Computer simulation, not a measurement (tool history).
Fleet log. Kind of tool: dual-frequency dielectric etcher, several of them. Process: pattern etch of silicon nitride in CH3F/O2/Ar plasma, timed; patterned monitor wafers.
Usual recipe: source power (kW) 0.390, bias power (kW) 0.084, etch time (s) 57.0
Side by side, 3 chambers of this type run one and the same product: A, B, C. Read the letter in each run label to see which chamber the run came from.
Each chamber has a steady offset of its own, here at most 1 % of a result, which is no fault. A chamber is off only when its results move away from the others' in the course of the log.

run	hour	source power (kW)	bias power (kW)	etch time (s)	hours since the last wet clean	hours since the last source power generator calibration	hours since the last bias power generator calibration	read-back reference wafer on the same gauge, depth_nm	mean etch depth across the wafer (Å)
1A	11.3	0.390	0.084	57.0	601.6	2403.1	1296.6	44.287	414.23
2B	21.8	0.390	0.084	57.0	287.9	3946.9	1535.5	44.328	417.07
# hour 26.9: chamber A: wet clean of the chamber
3C	35.9	0.390	0.084	57.0	278.4	1625.1	140.1	44.331	414.96
4B	45.2	0.390	0.084	57.0	311.3	3970.3	1558.9	44.380	416.60
5C	57.8	0.390	0.090	41.5	300.3	1647.0	162.0	44.316	311.41
6A	66.5	0.390	0.090	41.5	39.7	2458.3	1351.8	44.233	311.65
7B	81.6	0.390	0.090	41.5	347.7	4006.7	1595.3	44.286	313.35
8A	92.2	0.480	0.075	57.0	65.4	2484.0	1377.5	44.293	430.81
9C	100.2	0.480	0.075	57.0	342.7	1689.4	204.4	44.322	435.66
10B	111.1	0.480	0.075	57.0	377.2	4036.2	1624.8	44.331	433.70
11A	124.8	0.390	0.084	57.0	98.0	2516.6	1410.1	44.302	412.70
12C	138.9	0.390	0.084	57.0	381.4	1728.1	243.1	44.310	423.11
13B	151.7	0.390	0.084	57.0	417.8	4076.8	1665.4	44.307	415.09
14C	163.8	0.390	0.084	57.0	406.3	1753.0	268.0	44.363	418.12
15A	172.2	0.390	0.084	57.0	145.4	2564.0	1457.5	44.301	416.46
16A	186.0	0.390	0.084	57.0	159.2	2577.8	1471.3	44.263	413.54
17C	198.2	0.390	0.084	57.0	440.7	1787.4	302.4	44.243	417.14
18B	213.1	0.390	0.084	57.0	479.2	4138.2	1726.8	44.263	409.89
19C	220.6	0.390	0.084	57.0	463.1	1809.8	324.8	44.309	417.70
20A	227.6	0.390	0.084	57.0	200.8	2619.4	1512.9	44.329	414.91
21B	235.0	0.390	0.084	57.0	501.1	4160.1	1748.7	44.274	405.15
22A	249.2	0.390	0.084	57.0	222.4	2641.0	1534.5	44.258	417.73
23B	262.8	0.360	0.065	57.0	528.9	4187.9	1776.5	44.335	359.05
24C	277.9	0.360	0.065	57.0	520.4	1867.1	382.1	44.315	370.43
25A	290.6	0.360	0.065	57.0	263.8	2682.4	1575.9	44.294	369.30
26B	300.1	0.390	0.084	57.0	566.2	4225.2	1813.8	44.245	399.88
27C	315.2	0.390	0.084	57.0	557.7	1904.4	419.4	44.283	414.87
28C	323.9	0.390	0.084	57.0	566.4	1913.1	428.1	44.334	418.61
29A	332.6	0.390	0.084	57.0	305.8	2724.4	1617.9	44.280	419.05
30B	345.9	0.390	0.084	57.0	612.0	4271.0	1859.6	44.336	397.10

For the next run the whole fleet of 3 chambers uses the same settings. Give each chamber's results:
31A	356.8	0.390	0.084	57.0					?
31B	356.8	0.390	0.084	57.0					?
31C	356.8	0.390	0.084	57.0					?

run	mean etch depth across the wafer (Å)
31A	416.51
31B	393.48
31C	417.41

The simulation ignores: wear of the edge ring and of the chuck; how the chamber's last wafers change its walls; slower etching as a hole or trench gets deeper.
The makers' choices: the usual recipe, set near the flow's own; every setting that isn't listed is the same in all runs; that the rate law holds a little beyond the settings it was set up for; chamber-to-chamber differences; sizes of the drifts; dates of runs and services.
